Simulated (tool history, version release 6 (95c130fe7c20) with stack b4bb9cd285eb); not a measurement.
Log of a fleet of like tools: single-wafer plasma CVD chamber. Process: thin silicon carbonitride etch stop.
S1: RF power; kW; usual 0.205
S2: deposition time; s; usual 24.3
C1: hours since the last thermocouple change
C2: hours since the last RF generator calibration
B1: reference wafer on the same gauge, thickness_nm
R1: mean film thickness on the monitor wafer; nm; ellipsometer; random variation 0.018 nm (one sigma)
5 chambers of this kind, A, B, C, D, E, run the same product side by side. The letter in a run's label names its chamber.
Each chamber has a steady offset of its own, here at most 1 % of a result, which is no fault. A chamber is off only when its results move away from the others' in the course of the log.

{"run": "1A", "hour": 8.1, "S1": 0.205, "S2": 24.3, "C1": 616.8, "C2": 307.7, "B1": 14.795, "R1": 13.946}
{"run": "2C", "hour": 19.8, "S1": 0.205, "S2": 24.3, "C1": 2751.8, "C2": 153.5, "B1": 14.796, "R1": 13.957}
{"run": "3B", "hour": 30.5, "S1": 0.205, "S2": 24.3, "C1": 424.4, "C2": 226, "B1": 14.791, "R1": 13.899}
{"run": "4E", "hour": 43.0, "S1": 0.205, "S2": 24.3, "C1": 1077.9, "C2": 325.3, "B1": 14.794, "R1": 13.847}
{"run": "5D", "hour": 51.7, "S1": 0.205, "S2": 24.3, "C1": 2099.2, "C2": 138, "B1": 14.788, "R1": 13.881}
{"run": "6A", "hour": 59.5, "S1": 0.205, "S2": 24.3, "C1": 668.2, "C2": 359.1, "B1": 14.782, "R1": 13.987}
{"run": "7B", "hour": 65.1, "S1": 0.205, "S2": 24.3, "C1": 459, "C2": 260.6, "B1": 14.782, "R1": 13.875}
{"run": "8C", "hour": 73.6, "S1": 0.205, "S2": 24.3, "C1": 2805.6, "C2": 207.3, "B1": 14.778, "R1": 13.926}
{"run": "9E", "hour": 83.1, "S1": 0.18, "S2": 24.3, "C1": 1118, "C2": 365.4, "B1": 14.78, "R1": 13.324}
{"run": "10D", "hour": 92.6, "S1": 0.18, "S2": 24.3, "C1": 2140.1, "C2": 178.9, "B1": 14.775, "R1": 13.303}
{"run": "11C", "hour": 100.7, "S1": 0.18, "S2": 24.3, "C1": 2832.7, "C2": 234.4, "B1": 14.772, "R1": 13.409}
{"run": "12D", "hour": 109.1, "S1": 0.18, "S2": 24.3, "C1": 2156.6, "C2": 195.4, "B1": 14.768, "R1": 13.328}
{"run": "13B", "hour": 115.4, "S1": 0.18, "S2": 24.3, "C1": 509.3, "C2": 310.9, "B1": 14.776, "R1": 13.332}
{"run": "14E", "hour": 121.8, "S1": 0.205, "S2": 24.3, "C1": 1156.7, "C2": 404.1, "B1": 14.774, "R1": 13.821}
{"run": "15A", "hour": 132.4, "S1": 0.205, "S2": 24.3, "C1": 741.1, "C2": 432, "B1": 14.763, "R1": 13.922}
{"run": "16D", "hour": 145.2, "S1": 0.205, "S2": 24.3, "C1": 2192.7, "C2": 231.5, "B1": 14.767, "R1": 13.858}
{"run": "17B", "hour": 153.7, "S1": 0.205, "S2": 24.3, "C1": 547.6, "C2": 349.2, "B1": 14.76, "R1": 13.889}
{"run": "18C", "hour": 160.7, "S1": 0.205, "S2": 24.3, "C1": 2892.7, "C2": 294.4, "B1": 14.763, "R1": 13.928}
{"run": "19E", "hour": 167.4, "S1": 0.205, "S2": 24.3, "C1": 1202.3, "C2": 449.7, "B1": 14.763, "R1": 13.8}
{"run": "20A", "hour": 177.5, "S1": 0.205, "S2": 24.3, "C1": 786.2, "C2": 477.1, "B1": 14.754, "R1": 13.936}
{"run": "21B", "hour": 186.1, "S1": 0.205, "S2": 24.3, "C1": 580, "C2": 381.6, "B1": 14.755, "R1": 13.87}
{"run": "22D", "hour": 196.1, "S1": 0.205, "S2": 24.3, "C1": 2243.6, "C2": 282.4, "B1": 14.752, "R1": 13.809}
{"run": "23C", "hour": 203.6, "S1": 0.205, "S2": 24.3, "C1": 2935.6, "C2": 337.3, "B1": 14.748, "R1": 13.9}
{"run": "24A", "hour": 209.4, "S1": 0.205, "S2": 24.3, "C1": 818.1, "C2": 509, "B1": 14.748, "R1": 13.918}
{"run": "25E", "hour": 218.2, "S1": 0.205, "S2": 24.3, "C1": 1253.1, "C2": 500.5, "B1": 14.744, "R1": 13.812}
{"run": "26D", "hour": 230.7, "S1": 0.205, "S2": 24.3, "C1": 2278.2, "C2": 317, "B1": 14.737, "R1": 13.811}
{"run": "27E", "hour": 236.5, "S1": 0.205, "S2": 24.3, "C1": 1271.4, "C2": 518.8, "B1": 14.745, "R1": 13.8}
{"hour": 241.0, "done": "chamber C: thermocouple changed; heater temperature recalibrated"}
{"run": "28A", "hour": 245.3, "S1": 0.205, "S2": 24.3, "C1": 854, "C2": 544.9, "B1": 14.738, "R1": 13.897}
{"run": "29C", "hour": 257.4, "S1": 0.205, "S2": 24.3, "C1": 16.5, "C2": 391.1, "B1": 14.734, "R1": 13.873}
{"run": "30B", "hour": 265.0, "S1": 0.205, "S2": 24.3, "C1": 658.9, "C2": 460.5, "B1": 14.73, "R1": 13.859}
{"run": "31A", "hour": 273.2, "S1": 0.205, "S2": 24.3, "C1": 881.9, "C2": 572.8, "B1": 14.73, "R1": 13.915}
{"run": "32E", "hour": 280.8, "S1": 0.205, "S2": 24.3, "C1": 1315.7, "C2": 563.1, "B1": 14.73, "R1": 13.79}
{"run": "33D", "hour": 290.6, "S1": 0.205, "S2": 24.3, "C1": 2338.1, "C2": 376.9, "B1": 14.731, "R1": 13.835}
{"run": "34C", "hour": 301.9, "S1": 0.205, "S2": 21, "C1": 61, "C2": 435.6, "B1": 14.724, "R1": 12.005}
{"run": "35B", "hour": 310.9, "S1": 0.205, "S2": 21, "C1": 704.8, "C2": 506.4, "B1": 14.724, "R1": 11.955}

What goes on in this fleet: one chamber off, a drifting gauge, or nothing beyond the chambers' own small offsets? Name the chamber and the cause, if any.

The gauge drifts, so all chambers seem to drift together. No chamber is off.
Cause: gauge reads low (%) = 0.536.
